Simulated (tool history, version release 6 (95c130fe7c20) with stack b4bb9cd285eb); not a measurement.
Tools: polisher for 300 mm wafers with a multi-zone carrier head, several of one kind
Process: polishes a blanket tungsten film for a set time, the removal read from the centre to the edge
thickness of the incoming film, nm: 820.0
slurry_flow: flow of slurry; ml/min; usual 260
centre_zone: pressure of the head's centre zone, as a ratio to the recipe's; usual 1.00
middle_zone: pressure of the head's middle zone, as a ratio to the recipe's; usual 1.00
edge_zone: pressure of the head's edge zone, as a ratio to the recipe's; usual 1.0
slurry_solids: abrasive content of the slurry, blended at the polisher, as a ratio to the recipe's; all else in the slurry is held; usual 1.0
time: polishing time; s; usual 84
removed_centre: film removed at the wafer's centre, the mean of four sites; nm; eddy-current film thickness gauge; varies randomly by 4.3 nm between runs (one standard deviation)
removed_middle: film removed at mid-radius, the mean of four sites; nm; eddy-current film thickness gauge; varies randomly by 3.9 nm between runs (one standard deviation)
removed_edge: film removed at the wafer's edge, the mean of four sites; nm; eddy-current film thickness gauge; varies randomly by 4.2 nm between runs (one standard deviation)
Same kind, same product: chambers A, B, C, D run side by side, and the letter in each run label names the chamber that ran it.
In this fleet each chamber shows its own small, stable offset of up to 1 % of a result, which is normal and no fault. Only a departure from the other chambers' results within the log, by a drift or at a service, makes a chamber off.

run	day	slurry_flow	centre_zone	middle_zone	edge_zone	slurry_solids	time	removed_centre	removed_middle	removed_edge
1D	0.379	260	1.00	1.00	1.0	1.0	84	301.79	298.44	299.67
2C	0.650	260	1.00	1.00	1.0	1.0	84	297.64	303.23	298.80
3A	0.929	260	1.00	1.00	1.0	1.0	84	296.33	296.19	300.10
4B	1.196	260	1.00	1.00	1.0	1.0	84	297.71	294.37	294.62
5B	1.446	260	1.00	1.00	1.0	1.0	84	294.40	297.46	299.03
6A	1.700	260	1.00	1.00	1.0	1.0	84	290.30	289.45	303.22
# day 1.750: chamber C: edge zone pressure recalibrated
7D	1.954	260	1.00	1.00	1.0	1.0	84	298.85	301.97	300.66
# day 2.067: chamber D: slurry nozzle cleaned
8C	2.162	260	1.00	1.00	1.0	1.0	84	297.01	296.33	302.52
9A	2.442	260	1.00	1.00	1.0	1.0	84	284.41	294.28	291.20
# day 2.471: chamber C: worn pad replaced by a new one
10C	2.667	260	1.00	1.00	1.0	1.0	84	302.17	298.26	297.19
11D	2.875	260	1.00	1.00	1.0	1.0	84	299.45	302.29	297.54
12B	3.142	260	1.00	1.00	1.0	1.0	84	295.83	296.18	297.30
13B	3.317	260	1.00	1.00	1.0	1.0	84	292.46	295.11	298.09
14C	3.588	260	1.00	1.00	1.0	1.0	84	305.97	294.17	298.60
15D	3.929	260	1.00	1.00	1.0	1.0	84	300.36	295.67	293.31
16A	4.275	260	1.00	1.00	1.0	1.0	84	294.86	290.43	301.77
# day 4.325: chamber A: worn pad replaced by a new one
17B	4.454	260	1.00	1.00	1.0	1.0	84	294.86	295.10	305.64
18C	4.625	260	1.00	1.00	1.0	1.0	84	303.45	303.45	304.84
19D	4.950	200	1.00	1.04	1.0	1.0	84	285.56	300.81	292.70
20A	5.162	200	1.00	1.04	1.0	1.0	84	286.59	300.87	288.23
# day 5.446: chamber B: edge zone pressure recalibrated
21D	5.488	200	1.00	1.04	1.0	1.0	84	287.87	298.15	288.71
22B	5.846	200	1.00	1.04	1.0	1.0	84	280.57	287.82	286.58
23A	6.079	260	1.00	1.00	1.0	1.0	84	287.92	291.73	303.41
24C	6.371	260	1.00	1.00	1.0	1.0	84	300.11	296.60	294.80
25C	6.662	260	1.00	1.00	1.0	1.0	84	308.28	295.15	299.90
26A	6.842	260	1.00	1.00	1.0	1.0	84	289.94	294.15	305.16
27D	7.067	260	1.00	1.00	1.0	1.0	84	299.43	306.04	302.77
# day 7.375: chamber D: worn pad replaced by a new one
28B	7.392	260	1.00	1.00	1.0	1.0	84	276.93	279.16	286.42
29B	7.738	260	1.00	1.00	1.0	1.0	84	277.30	279.07	283.27
30A	8.033	260	1.10	1.00	1.0	1.0	84	328.58	292.46	305.43
31C	8.333	260	1.10	1.00	1.0	1.0	84	333.75	300.79	303.01
32D	8.662	260	1.10	1.00	1.0	1.0	84	322.07	300.37	295.44
33A	8.862	260	1.10	1.00	1.0	1.0	84	324.07	298.36	295.05
34B	9.212	260	1.00	1.00	1.0	1.0	84	272.84	266.24	275.94
35C	9.588	260	1.09	1.00	1.0	0.8	84	316.61	283.51	287.40
36D	9.888	260	1.09	1.00	1.0	0.8	84	319.56	282.47	280.87
37D	10.133	260	1.09	1.00	1.0	0.8	84	308.49	285.52	289.36
38C	10.350	260	1.09	1.00	1.0	0.8	84	313.99	282.19	279.37
39A	10.529	260	1.00	1.00	1.0	1.0	84	289.51	288.35	300.37
40B	10.717	260	0.95	1.00	0.9	1.0	84	253.88	266.48	256.96
41D	10.975	260	0.95	1.00	0.9	1.0	84	282.69	295.72	289.32
42B	11.362	260	0.95	1.00	0.9	1.0	84	253.11	259.23	258.67

Predict what each chamber gives when all 4 of them run the settings below next.
43A	11.638	260	1.00	1.00	1.0	1.0	84	?	?	?
43B	11.638	260	1.00	1.00	1.0	1.0	84	?	?	?
43C	11.638	260	1.00	1.00	1.0	1.0	84	?	?	?
43D	11.638	260	1.00	1.00	1.0	1.0	84	?	?	?

run	removed_centre	removed_middle	removed_edge
43A	292.71	296.05	294.25
43B	265.68	259.07	264.57
43C	305.45	293.67	295.35
43D	296.31	306.32	293.09
